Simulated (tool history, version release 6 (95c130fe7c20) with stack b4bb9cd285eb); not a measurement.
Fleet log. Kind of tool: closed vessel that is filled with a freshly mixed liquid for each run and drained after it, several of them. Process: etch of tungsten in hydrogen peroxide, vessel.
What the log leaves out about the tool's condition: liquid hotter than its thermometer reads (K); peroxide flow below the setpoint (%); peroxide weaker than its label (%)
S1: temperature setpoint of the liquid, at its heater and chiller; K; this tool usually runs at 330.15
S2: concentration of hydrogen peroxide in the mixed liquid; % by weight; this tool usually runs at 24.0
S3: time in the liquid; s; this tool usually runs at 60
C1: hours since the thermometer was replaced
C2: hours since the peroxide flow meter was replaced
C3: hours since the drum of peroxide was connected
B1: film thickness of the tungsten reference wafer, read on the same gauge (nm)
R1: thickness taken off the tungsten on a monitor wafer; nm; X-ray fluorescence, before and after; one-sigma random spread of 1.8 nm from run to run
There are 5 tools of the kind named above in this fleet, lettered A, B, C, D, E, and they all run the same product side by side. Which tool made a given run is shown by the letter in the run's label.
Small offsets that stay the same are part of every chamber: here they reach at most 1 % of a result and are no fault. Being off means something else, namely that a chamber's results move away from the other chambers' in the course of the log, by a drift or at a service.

run     day      S1    S2  S3      C1      C2     C3      B1      R1
 1A   0.308  330.15  24.0  60  1009.5   286.1  831.2  69.993  189.43
 2E   0.700  330.15  24.0  60   434.7   592.0  642.9  70.009  191.26
 3C   1.092  330.15  24.0  60   453.2  1225.2   64.8  69.990  190.74
 4B   1.404  330.15  24.0  60   592.0   376.9  998.1  69.983  190.44
 5D   2.054  330.15  24.0  60   188.0   716.6  120.8  69.975  190.33
      2.596  -- chamber A: new drum of peroxide connected
 6D   2.688  330.15  24.0  60   203.2   731.8  136.0  70.001  188.13
      3.021  -- chamber E: new drum of peroxide connected
 7C   3.262  330.15  24.0  60   505.3  1277.3  116.9  70.023  189.14
      3.788  -- chamber B: new drum of peroxide connected
 8B   3.833  330.15  24.0  60   650.3   435.2    1.2  69.973  193.58
 9E   4.496  330.15  24.0  60   525.8   683.1   35.4  70.003  191.47
10A   5.100  330.15  17.5  60  1124.5   401.1   60.1  69.976  164.45
11C   5.588  330.15  17.5  60   561.1  1333.1  172.7  70.010  161.05
12B   6.058  330.15  17.5  60   703.7   488.6   54.6  69.999  165.38
13E   6.504  330.15  17.5  60   574.0   731.3   83.6  69.994  165.07
14A   7.004  330.15  17.5  60  1170.2   446.8  105.8  69.997  164.38
15D   7.346  330.15  24.0  60   315.0   843.6  247.8  69.984  190.05
16E   7.854  330.15  24.0  60   606.4   763.7  116.0  70.005  191.22
      8.175  -- chamber C: peroxide flow meter replaced
17A   8.204  330.15  24.0  60  1199.0   475.6  134.6  70.002  190.25
18D   8.550  330.15  24.0  60   343.9   872.5  276.7  70.010  189.21
19B   9.042  330.15  30.0  60   775.3   560.2  126.2  70.040  217.60
20C   9.483  330.15  30.0  60   654.6    31.5  266.2  69.989  216.60
21E   9.883  330.15  30.0  60   655.1   812.4  164.7  69.983  215.12
22B  10.333  330.15  30.0  60   806.3   591.2  157.2  69.989  217.89
23A  10.712  330.15  30.0  60  1259.2   535.8  194.8  69.980  218.30
24D  11.075  330.15  24.0  60   404.5   933.1  337.3  70.027  189.86
25C  11.750  330.15  24.0  60   709.0    85.9  320.6  69.988  194.14
26D  12.342  330.15  24.0  60   434.9   963.5  367.7  69.966  191.85
27B  13.017  330.15  24.0  60   870.7   655.6  221.6  70.000  200.62
28C  13.458  330.15  24.0  60   750.0   126.9  361.6  69.977  191.84
29E  13.871  330.15  24.0  60   750.8   908.1  260.4  69.969  187.41
30A  14.283  330.15  24.0  60  1344.9   621.5  280.5  70.007  193.05
31B  14.921  330.15  24.0  60   916.4   701.3  267.3  70.007  205.24
32E  15.312  330.15  24.0  60   785.4   942.7  295.0  70.035  191.51
33D  15.792  330.15  24.0  60   517.7  1046.3  450.5  70.010  192.26
34A  16.338  330.15  24.0  60  1394.2   670.8  329.8  70.009  195.67
35C  16.829  330.15  24.0  60   830.9   207.8  442.5  70.045  193.43
36A  17.171  330.15  24.0  60  1414.2   690.8  349.8  70.017  193.04
     17.471  -- chamber C: new drum of peroxide connected
37B  17.721  330.15  24.0  60   983.6   768.5  334.5  69.985  210.00
38C  18.379  330.15  24.0  60   868.1   245.0   21.8  70.007  191.54
39E  18.825  330.15  24.0  60   869.7  1027.0  379.3  69.999  189.93
40D  19.146  330.15  24.0  60   598.2  1126.8  531.0  69.982  192.55
41E  19.654  330.15  24.0  60   889.6  1046.9  399.2  69.980  192.34
     19.962  -- chamber C: thermometer replaced
42B  20.142  330.15  24.0  60  1041.7   826.6  392.6  69.961  215.12
43C  20.542  330.15  24.0  60    13.9   296.9   73.7  70.035  191.78

Decide between three cases: one chamber stands off from its peers, the gauge reading all wafers drifts, or nothing is wrong past each chamber's small offset. Where a chamber is off, say which and what most likely put it there.

Little by little, chamber B moves away from the other chambers.
Most likely cause: liquid hotter than its thermometer reads (K) = 1.93.

Here are 4 candidates for chamber B's next run, each the usual settings with a change, their results left as question marks. Which one brings its results back in line with what the others give on the usual settings?
In line here means within this much of the mean the other chambers give on the usual settings: R1 6.20 nm
44B-1  21.038  329.65  24.0  55                   ?
44B-2  21.038  326.15  23.5  60                   ?
44B-3  21.038  332.15  24.5  60                   ?
44B-4  21.038  334.65  24.0  60                   ?

Mean of the other chambers on the usual settings: R1 191.46 nm
  run      R1
44B-1  191.88
44B-2  168.18
44B-3  244.82
44B-4  279.87
44B-1 is the one that brings the chamber's results back in line with the other chambers.
